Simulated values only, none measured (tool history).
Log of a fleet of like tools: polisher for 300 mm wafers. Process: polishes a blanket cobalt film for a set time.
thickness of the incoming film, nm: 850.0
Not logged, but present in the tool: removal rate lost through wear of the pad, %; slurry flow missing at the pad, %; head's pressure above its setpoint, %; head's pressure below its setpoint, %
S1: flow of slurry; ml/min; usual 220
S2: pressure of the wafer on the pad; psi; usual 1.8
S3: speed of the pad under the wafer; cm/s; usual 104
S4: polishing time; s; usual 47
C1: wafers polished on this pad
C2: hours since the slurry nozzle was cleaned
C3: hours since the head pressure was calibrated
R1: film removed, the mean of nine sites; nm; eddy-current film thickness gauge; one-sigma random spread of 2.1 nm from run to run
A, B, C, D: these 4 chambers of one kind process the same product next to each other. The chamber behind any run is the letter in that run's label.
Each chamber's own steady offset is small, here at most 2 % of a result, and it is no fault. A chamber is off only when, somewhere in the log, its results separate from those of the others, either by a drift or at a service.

| run | hour | S1 | S2 | S3 | S4 | C1 | C2 | C3 | R1 |
|---|---|---|---|---|---|---|---|---|---|
| 1A | 6.7 | 220 | 1.8 | 104 | 47 | 683 | 204.2 | 238.6 | 180.16 |
| 2D | 11.7 | 220 | 1.8 | 104 | 47 | 283 | 284.7 | 707.9 | 182.06 |
|  | 14.8 | chamber A: worn pad replaced by a new one |
| 3B | 19.3 | 220 | 1.8 | 104 | 47 | 518 | 121.6 | 564.9 | 180.91 |
|  | 26.4 | chamber C: worn pad replaced by a new one |
| 4C | 29.1 | 220 | 1.8 | 104 | 47 | 38 | 480.0 | 549.3 | 184.02 |
|  | 31.5 | chamber B: worn pad replaced by a new one |
| 5C | 39.6 | 220 | 1.8 | 104 | 47 | 189 | 490.5 | 559.8 | 178.97 |
| 6A | 44.9 | 220 | 2.4 | 104 | 47 | 431 | 242.4 | 276.8 | 243.83 |
|  | 51.5 | chamber D: worn pad replaced by a new one |
| 7B | 54.7 | 220 | 2.4 | 104 | 47 | 333 | 157.0 | 600.3 | 236.77 |
|  | 56.1 | chamber C: slurry nozzle cleaned |
| 8D | 64.4 | 220 | 2.4 | 104 | 47 | 184 | 337.4 | 760.6 | 236.68 |
|  | 73.0 | chamber A: worn pad replaced by a new one |
| 9B | 74.1 | 220 | 2.4 | 104 | 47 | 610 | 176.4 | 619.7 | 237.85 |
|  | 80.0 | chamber C: worn pad replaced by a new one |
| 10C | 84.1 | 220 | 1.8 | 104 | 47 | 58 | 28.0 | 604.3 | 184.29 |
|  | 89.9 | chamber B: worn pad replaced by a new one |
| 11A | 90.6 | 220 | 1.8 | 104 | 47 | 252 | 288.1 | 322.5 | 185.87 |
| 12D | 99.5 | 220 | 1.8 | 104 | 47 | 686 | 372.5 | 795.7 | 179.44 |
| 13C | 107.5 | 220 | 1.8 | 104 | 47 | 393 | 51.4 | 627.7 | 183.94 |
|  | 113.3 | chamber D: worn pad replaced by a new one |
|  | 114.0 | chamber A: head pressure recalibrated |
| 14A | 116.4 | 220 | 1.8 | 104 | 47 | 622 | 313.9 | 2.5 | 183.21 |
| 15D | 122.4 | 245 | 1.8 | 104 | 36 | 130 | 395.4 | 818.6 | 145.30 |
|  | 123.4 | chamber A: worn pad replaced by a new one |
|  | 124.3 | chamber D: head pressure recalibrated |
|  | 128.9 | chamber C: worn pad replaced by a new one |
| 16B | 131.1 | 245 | 1.8 | 104 | 36 | 590 | 233.4 | 676.7 | 139.51 |
| 17C | 138.4 | 245 | 1.8 | 104 | 36 | 137 | 82.3 | 658.6 | 139.73 |
|  | 139.3 | chamber B: head pressure recalibrated |
| 18A | 145.7 | 245 | 1.8 | 104 | 36 | 319 | 343.2 | 31.8 | 140.03 |
|  | 151.6 | chamber B: worn pad replaced by a new one |
| 19D | 155.5 | 220 | 1.8 | 104 | 47 | 604 | 428.5 | 31.3 | 183.04 |
| 20B | 163.7 | 220 | 1.8 | 104 | 47 | 173 | 266.0 | 24.5 | 166.06 |
| 21B | 172.3 | 220 | 1.8 | 104 | 47 | 296 | 274.6 | 33.1 | 169.90 |
|  | 176.5 | chamber A: slurry nozzle cleaned |
|  | 177.6 | chamber D: worn pad replaced by a new one |
| 22A | 182.4 | 220 | 1.8 | 104 | 47 | 844 | 6.0 | 68.5 | 182.18 |
|  | 182.7 | chamber A: worn pad replaced by a new one |
|  | 185.4 | chamber C: worn pad replaced by a new one |
| 23D | 192.1 | 220 | 1.8 | 104 | 47 | 208 | 465.1 | 67.9 | 179.37 |
| 24C | 199.6 | 220 | 1.8 | 104 | 47 | 203 | 143.5 | 719.8 | 182.85 |
| 25A | 208.7 | 220 | 1.8 | 104 | 47 | 373 | 32.3 | 94.8 | 182.70 |
|  | 214.5 | chamber B: worn pad replaced by a new one |
| 26C | 219.7 | 220 | 1.8 | 104 | 47 | 491 | 163.6 | 739.9 | 182.94 |
| 27D | 227.9 | 220 | 1.8 | 104 | 47 | 720 | 500.9 | 103.7 | 183.09 |
| 28B | 235.6 | 220 | 1.8 | 104 | 47 | 301 | 337.9 | 96.4 | 170.34 |
|  | 240.2 | chamber C: worn pad replaced by a new one |
| 29C | 242.3 | 220 | 1.8 | 104 | 47 | 30 | 186.2 | 762.5 | 187.01 |
|  | 243.4 | chamber A: worn pad replaced by a new one |
|  | 245.4 | chamber D: worn pad replaced by a new one |
| 30B | 251.8 | 220 | 1.8 | 104 | 47 | 533 | 354.1 | 112.6 | 165.99 |
| 31A | 262.4 | 220 | 1.8 | 104 | 47 | 273 | 86.0 | 148.5 | 182.38 |
| 32D | 268.4 | 220 | 1.5 | 104 | 47 | 329 | 541.4 | 144.2 | 151.12 |
| 33A | 276.0 | 220 | 1.5 | 104 | 47 | 467 | 99.6 | 162.1 | 150.80 |

The same settings go to every chamber for the next run, one line per chamber below. Forecast the results for each:
| 34A | 283.9 | 220 | 1.8 | 104 | 47 |  |  |  | ? |
| 34B | 283.9 | 220 | 1.8 | 104 | 47 |  |  |  | ? |
| 34C | 283.9 | 220 | 1.8 | 104 | 47 |  |  |  | ? |
| 34D | 283.9 | 220 | 1.8 | 104 | 47 |  |  |  | ? |

| run | R1 |
|---|---|
| 34A | 183.26 |
| 34B | 166.73 |
| 34C | 185.02 |
| 34D | 185.46 |

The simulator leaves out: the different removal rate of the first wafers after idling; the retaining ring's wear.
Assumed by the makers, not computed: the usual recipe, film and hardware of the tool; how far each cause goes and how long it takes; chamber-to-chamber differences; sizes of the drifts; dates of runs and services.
